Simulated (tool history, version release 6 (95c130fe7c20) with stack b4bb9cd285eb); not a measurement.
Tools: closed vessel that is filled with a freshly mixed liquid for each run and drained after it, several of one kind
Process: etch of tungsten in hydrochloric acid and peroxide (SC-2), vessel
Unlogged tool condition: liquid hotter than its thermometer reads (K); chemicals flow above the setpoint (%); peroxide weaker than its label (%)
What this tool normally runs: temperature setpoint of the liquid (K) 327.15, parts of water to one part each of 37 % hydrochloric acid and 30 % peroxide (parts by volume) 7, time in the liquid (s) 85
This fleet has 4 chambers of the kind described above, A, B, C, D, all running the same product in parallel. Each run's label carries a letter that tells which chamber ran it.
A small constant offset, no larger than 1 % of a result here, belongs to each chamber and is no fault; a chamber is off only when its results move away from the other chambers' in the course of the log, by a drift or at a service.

run,hour,temperature setpoint of the liquid (K),parts of water to one part each of 37 % hydrochloric acid and 30 % peroxide (parts by volume),time in the liquid (s),hours since the thermometer was replaced,hours since the chemicals flow meter was replaced,hours since the drum of peroxide was connected,"read-back film thickness of the tungsten reference wafer, read on the same gauge (nm)",thickness taken off the tungsten on a monitor wafer (nm)
1C,3.4,327.15,7,85,883.3,640.9,766.2,59.994,27.847
# hour 4.5: chamber C: new drum of peroxide connected
2D,6.4,327.15,7,85,496.6,1100.6,149.7,60.003,28.18
3A,9.2,327.15,7,85,1736.1,219,243.3,59.995,27.696
4B,14.1,327.15,7,85,2163.6,595.2,685.8,60.008,27.648
# hour 14.3: chamber B: thermometer replaced
5B,16.7,321.65,7,40,2.4,597.8,688.4,59.987,9.033
6A,20.1,321.65,7,40,1747,229.9,254.2,59.991,9.0987
7C,24.7,321.65,7,40,904.6,662.2,20.3,59.981,9.2412
8D,29.4,321.65,7,40,519.6,1123.6,172.7,60.01,9.1956
9A,32.1,327.15,7,85,1759,241.9,266.2,59.976,27.713
10D,36.7,327.15,7,85,526.9,1130.9,180,60.004,28.364
11C,40.9,327.15,7,85,920.8,678.4,36.5,59.987,27.845
12B,45.1,327.15,7,135,30.8,626.2,716.8,59.987,43.759
13C,49.3,327.15,7,135,929.2,686.8,44.9,60.013,44.766
14A,54,327.15,7,135,1780.9,263.8,288.1,59.984,44.275
15B,58.9,327.15,7,135,44.6,640,730.6,60.003,43.61
16D,63.3,327.15,7,85,553.5,1157.5,206.6,60.017,28.442
17C,66,327.15,7,85,945.9,703.5,61.6,59.995,27.662
18B,69.2,327.15,7,85,54.9,650.3,740.9,59.987,27.675
19D,75,327.15,7,85,565.2,1169.2,218.3,60.008,28.357
20A,78.3,327.15,7,85,1805.2,288.1,312.4,59.983,27.812
# hour 79.9: chamber D: chemicals flow meter replaced
21D,83.8,327.15,7,85,574,3.9,227.1,59.989,28.2
22A,86.6,327.15,7,50,1813.5,296.4,320.7,60.008,16.256
23B,89.6,327.15,7,50,75.3,670.7,761.3,60.009,16.275
24C,93.3,327.15,7,50,973.2,730.8,88.9,60.014,16.456
25A,96.2,327.15,7,50,1823.1,306,330.3,59.99,16.241
26B,102.1,327.15,7,85,87.8,683.2,773.8,60.013,27.961
27C,107.4,332.15,7,45,987.3,744.9,103,60.006,20.362
28D,112.4,332.15,7,45,602.6,32.5,255.7,59.987,20.633

Predict what each chamber gives when all 4 of them run the settings below next.
29A,116.6,327.15,8.5,85,,,,,?
29B,116.6,327.15,8.5,85,,,,,?
29C,116.6,327.15,8.5,85,,,,,?
29D,116.6,327.15,8.5,85,,,,,?

run,thickness taken off the tungsten on a monitor wafer (nm)
29A,23.88
29B,23.979
29C,23.852
29D,24.004
